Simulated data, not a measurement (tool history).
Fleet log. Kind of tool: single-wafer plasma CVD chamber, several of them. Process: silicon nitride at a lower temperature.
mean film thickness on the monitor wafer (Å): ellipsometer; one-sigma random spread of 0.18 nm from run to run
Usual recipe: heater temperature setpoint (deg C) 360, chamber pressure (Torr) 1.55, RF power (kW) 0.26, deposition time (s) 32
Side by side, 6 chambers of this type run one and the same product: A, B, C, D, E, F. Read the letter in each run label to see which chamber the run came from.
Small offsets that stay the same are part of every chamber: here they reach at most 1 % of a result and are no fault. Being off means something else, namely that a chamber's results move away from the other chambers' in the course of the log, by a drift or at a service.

| run | hour | heater temperature setpoint (deg C) | chamber pressure (Torr) | RF power (kW) | deposition time (s) | hours since the last thermocouple change | hours since the last RF generator calibration | hours since the last manometer calibration | read-back reference wafer on the same gauge, thickness_nm | mean film thickness on the monitor wafer (Å) |
|---|---|---|---|---|---|---|---|---|---|---|
|  | 2.8 | chamber E: capacitance manometer re-zeroed and calibrated |
| 1F | 10.4 | 360 | 1.55 | 0.26 | 32 | 288 | 52.7 | 1415.1 | 36.277 | 337.75 |
|  | 16.6 | chamber D: capacitance manometer re-zeroed and calibrated |
| 2C | 25.9 | 360 | 1.55 | 0.26 | 32 | 400.9 | 181.5 | 223.7 | 36.278 | 340.39 |
| 3B | 33.2 | 360 | 1.55 | 0.26 | 32 | 277.2 | 1109.7 | 2046.3 | 36.296 | 336.48 |
| 4E | 42.4 | 360 | 1.55 | 0.26 | 32 | 458.4 | 1109.8 | 39.6 | 36.284 | 336.9 |
| 5D | 57.8 | 360 | 1.55 | 0.26 | 32 | 2050.4 | 704.7 | 41.2 | 36.31 | 336.33 |
| 6A | 65.4 | 360 | 1.55 | 0.26 | 32 | 545.3 | 773.2 | 627.2 | 36.354 | 339.27 |
| 7D | 80.2 | 360 | 1.55 | 0.26 | 32 | 2072.8 | 727.1 | 63.6 | 36.293 | 335.39 |
| 8F | 90.1 | 360 | 1.55 | 0.26 | 32 | 367.7 | 132.4 | 1494.8 | 36.243 | 335.75 |
| 9B | 106.2 | 360 | 1.55 | 0.26 | 32 | 350.2 | 1182.7 | 2119.3 | 36.266 | 335.66 |
| 10E | 114.6 | 360 | 1.55 | 0.26 | 32 | 530.6 | 1182 | 111.8 | 36.312 | 333.57 |
| 11C | 128.8 | 369 | 1.55 | 0.26 | 32 | 503.8 | 284.4 | 326.6 | 36.289 | 338.22 |
| 12A | 138.8 | 369 | 1.55 | 0.26 | 32 | 618.7 | 846.6 | 700.6 | 36.322 | 334.32 |
| 13A | 151.7 | 369 | 1.55 | 0.26 | 32 | 631.6 | 859.5 | 713.5 | 36.285 | 336.56 |
| 14F | 160.3 | 369 | 1.55 | 0.26 | 32 | 437.9 | 202.6 | 1565 | 36.275 | 337.71 |
| 15C | 174.8 | 369 | 1.55 | 0.26 | 32 | 549.8 | 330.4 | 372.6 | 36.329 | 335.63 |
| 16E | 188.1 | 369 | 1.55 | 0.26 | 32 | 604.1 | 1255.5 | 185.3 | 36.248 | 331.83 |
| 17D | 201.2 | 360 | 1.18 | 0.245 | 32 | 2193.8 | 848.1 | 184.6 | 36.279 | 298.58 |
| 18B | 217.1 | 360 | 1.18 | 0.245 | 32 | 461.1 | 1293.6 | 2230.2 | 36.305 | 296.58 |
|  | 223.2 | chamber B: RF generator calibrated |
| 19A | 231.6 | 360 | 1.18 | 0.245 | 32 | 711.5 | 939.4 | 793.4 | 36.316 | 299.4 |
| 20D | 242.7 | 360 | 1.18 | 0.245 | 32 | 2235.3 | 889.6 | 226.1 | 36.277 | 296.13 |
| 21F | 257.1 | 360 | 1.18 | 0.245 | 32 | 534.7 | 299.4 | 1661.8 | 36.273 | 297.34 |
| 22B | 265.2 | 360 | 1.18 | 0.245 | 32 | 509.2 | 42 | 2278.3 | 36.259 | 297.24 |
| 23E | 281.3 | 360 | 1.55 | 0.26 | 32 | 697.3 | 1348.7 | 278.5 | 36.285 | 327.58 |
| 24C | 288.7 | 360 | 1.75 | 0.26 | 32 | 663.7 | 444.3 | 486.5 | 36.282 | 350.4 |
| 25D | 296.2 | 360 | 1.75 | 0.26 | 32 | 2288.8 | 943.1 | 279.6 | 36.273 | 343.43 |
| 26E | 310.4 | 360 | 1.75 | 0.26 | 32 | 726.4 | 1377.8 | 307.6 | 36.311 | 339.8 |
| 27A | 319.8 | 360 | 1.75 | 0.26 | 32 | 799.7 | 1027.6 | 881.6 | 36.312 | 349.6 |
| 28C | 328.1 | 360 | 1.75 | 0.26 | 32 | 703.1 | 483.7 | 525.9 | 36.286 | 349.99 |
| 29F | 340.8 | 360 | 1.75 | 0.26 | 32 | 618.4 | 383.1 | 1745.5 | 36.299 | 346.62 |
| 30B | 354.7 | 360 | 1.55 | 0.26 | 32 | 598.7 | 131.5 | 2367.8 | 36.288 | 335.02 |
| 31B | 368.4 | 360 | 1.55 | 0.26 | 32 | 612.4 | 145.2 | 2381.5 | 36.288 | 339.73 |
| 32F | 380.5 | 360 | 1.55 | 0.26 | 32 | 658.1 | 422.8 | 1785.2 | 36.328 | 335.8 |
| 33A | 396 | 369 | 1.55 | 0.26 | 32 | 875.9 | 1103.8 | 957.8 | 36.361 | 333.16 |
| 34C | 411.6 | 369 | 1.55 | 0.26 | 32 | 786.6 | 567.2 | 609.4 | 36.329 | 338.91 |
| 35E | 427.3 | 369 | 1.55 | 0.26 | 32 | 843.3 | 1494.7 | 424.5 | 36.305 | 321.91 |
| 36D | 436.3 | 369 | 1.55 | 0.26 | 32 | 2428.9 | 1083.2 | 419.7 | 36.286 | 334.44 |

Has any chamber moved away from the others, gradually or after a service, or does the common gauge drift, or do the chambers differ only by their own small steady offsets? State the chamber and the most likely cause if one applies.

It is chamber E that slowly wanders off from its peers.
Cause: delivered RF power below the setpoint (%) = 5.17.

Which of the 4 candidates below, each the usual settings with something changed and its results left as question marks, puts chamber E back in line with what the other chambers give on the usual settings?
In line means no further than this from the other chambers' mean on the usual settings: mean film thickness on the monitor wafer (Å) 6.4
| 37E-1 | 448.2 | 360 | 1.59 | 0.27 | 32 |  |  |  |  | ? |
| 37E-2 | 448.2 | 360 | 1.55 | 0.29 | 32 |  |  |  |  | ? |
| 37E-3 | 448.2 | 360 | 1.46 | 0.235 | 32 |  |  |  |  | ? |
| 37E-4 | 448.2 | 361 | 1.34 | 0.26 | 32 |  |  |  |  | ? |

On the usual settings, the other chambers give on average: mean film thickness on the monitor wafer (Å) 337.14
| run | mean film thickness on the monitor wafer (Å) |
|---|---|
| 37E-1 | 335.4 |
| 37E-2 | 349.6 |
| 37E-3 | 297.47 |
| 37E-4 | 311 |
37E-1 is the one that brings the chamber's results back in line with the other chambers.
